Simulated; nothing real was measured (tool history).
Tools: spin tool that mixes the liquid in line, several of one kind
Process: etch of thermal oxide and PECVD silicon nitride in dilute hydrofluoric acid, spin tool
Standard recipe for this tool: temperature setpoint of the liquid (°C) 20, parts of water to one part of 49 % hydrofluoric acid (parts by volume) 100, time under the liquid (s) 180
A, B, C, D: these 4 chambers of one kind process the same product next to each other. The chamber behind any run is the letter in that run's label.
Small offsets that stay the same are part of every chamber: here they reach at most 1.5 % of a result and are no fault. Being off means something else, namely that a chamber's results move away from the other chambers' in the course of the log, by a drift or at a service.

run	hour	temperature setpoint of the liquid (°C)	parts of water to one part of 49 % hydrofluoric acid (parts by volume)	time under the liquid (s)	hours since the thermometer was replaced	hours since the hydrofluoric acid flow meter was replaced	read-back film thickness of the thermal oxide reference wafer, read on the same gauge (nm)	read-back film thickness of the PECVD silicon nitride reference wafer, read on the same gauge (nm)	thickness taken off the thermal oxide on a monitor wafer (Å)	thickness taken off the PECVD silicon nitride on a monitor wafer (Å)
1C	3.2	20	100	180	1623.8	950.8	130.03	49.983	69.349	37.44
2B	7.3	20	100	180	856.8	688.3	130.01	49.997	68.267	37.728
3D	9.4	20	100	180	1511.1	1288.2	130.05	50.012	68.533	38.029
4A	11.4	20	100	180	384.1	262.7	130.01	50.025	68.384	37.163
5A	14.4	20	100	180	387.1	265.7	130.02	50.014	67.544	37.679
6D	16.5	20	100	180	1518.2	1295.3	130	49.988	67.784	37.672
7B	19.5	20	100	180	869	700.5	129.97	50.015	68.463	37.584
8C	22.6	20	100	180	1643.2	970.2	130.02	49.999	69.139	36.59
9A	27.1	20	100	180	399.8	278.4	130	50.008	68.507	37.464
10D	29.8	20	100	180	1531.5	1308.6	130.01	50.005	67.977	36.364
11C	33.8	20	100	180	1654.4	981.4	130.02	50.011	69.814	37.114
12B	36.7	20	100	180	886.2	717.7	129.98	50.011	67.839	37.832
13B	39.7	20	100	180	889.2	720.7	130	49.993	68.303	38.345
14A	43.8	20	100	180	416.5	295.1	130.03	50.025	68.405	37.387
15C	47.4	20	100	180	1668	995	130.03	50.009	68.859	36.31
16D	50.4	20	100	180	1552.1	1329.2	130	50.013	66.255	36.011
17D	53.8	24	65	180	1555.5	1332.6	130.04	50.007	125.68	71.264
18B	57.3	24	65	180	906.8	738.3	130.04	50.004	127.37	75.341
19C	60.5	24	65	180	1681.1	1008.1	129.99	50	131.48	73.076
20A	63.3	24	65	180	436	314.6	130.04	49.989	126.37	73.826
21A	67.6	20	100	180	440.3	318.9	130	49.988	68.552	37.137
22C	72	20	100	180	1692.6	1019.6	129.99	49.975	68.997	37.136
23B	75.3	20	100	180	924.8	756.3	129.97	50.006	68.391	37.673
24D	77.4	20	100	180	1579.1	1356.2	130.04	49.995	64.653	35.185
25D	79.7	20	100	180	1581.4	1358.5	130	50.003	65.281	35.113
26B	83.9	20	100	180	933.4	764.9	129.99	50.003	67.545	38.254

One chamber off, gauge drift, or nothing amiss beyond the chambers' own small offsets? If it is a chamber, which one, and what is the likeliest cause?

Little by little, chamber D moves away from the other chambers.
Cause: liquid colder than its thermometer reads (K) = 1.16.

Below are 4 candidate recipes for chamber D's next run, each the usual settings with a change, their results shown as question marks. Which of them brings D's results back in line with what the other chambers give on the usual settings?
Maximum distance from the other chambers' mean on the usual settings for a result to count as in line: thickness taken off the thermal oxide on a monitor wafer (Å) 1.4; thickness taken off the PECVD silicon nitride on a monitor wafer (Å) 1.3
27D-1	87.1	21	100	190					?	?
27D-2	87.1	19	100	170					?	?
27D-3	87.1	19.5	100	175					?	?
27D-4	87.1	20.5	100	185					?	?

The other chambers' mean on the usual settings: thickness taken off the thermal oxide on a monitor wafer (Å) 68.588; thickness taken off the PECVD silicon nitride on a monitor wafer (Å) 37.325
run	thickness taken off the thermal oxide on a monitor wafer (Å)	thickness taken off the PECVD silicon nitride on a monitor wafer (Å)
27D-1	71.983	39.531
27D-2	59.275	30.827
27D-3	62.307	32.85
27D-4	68.659	37.198
It is 27D-4 that realigns the chamber with its peers.
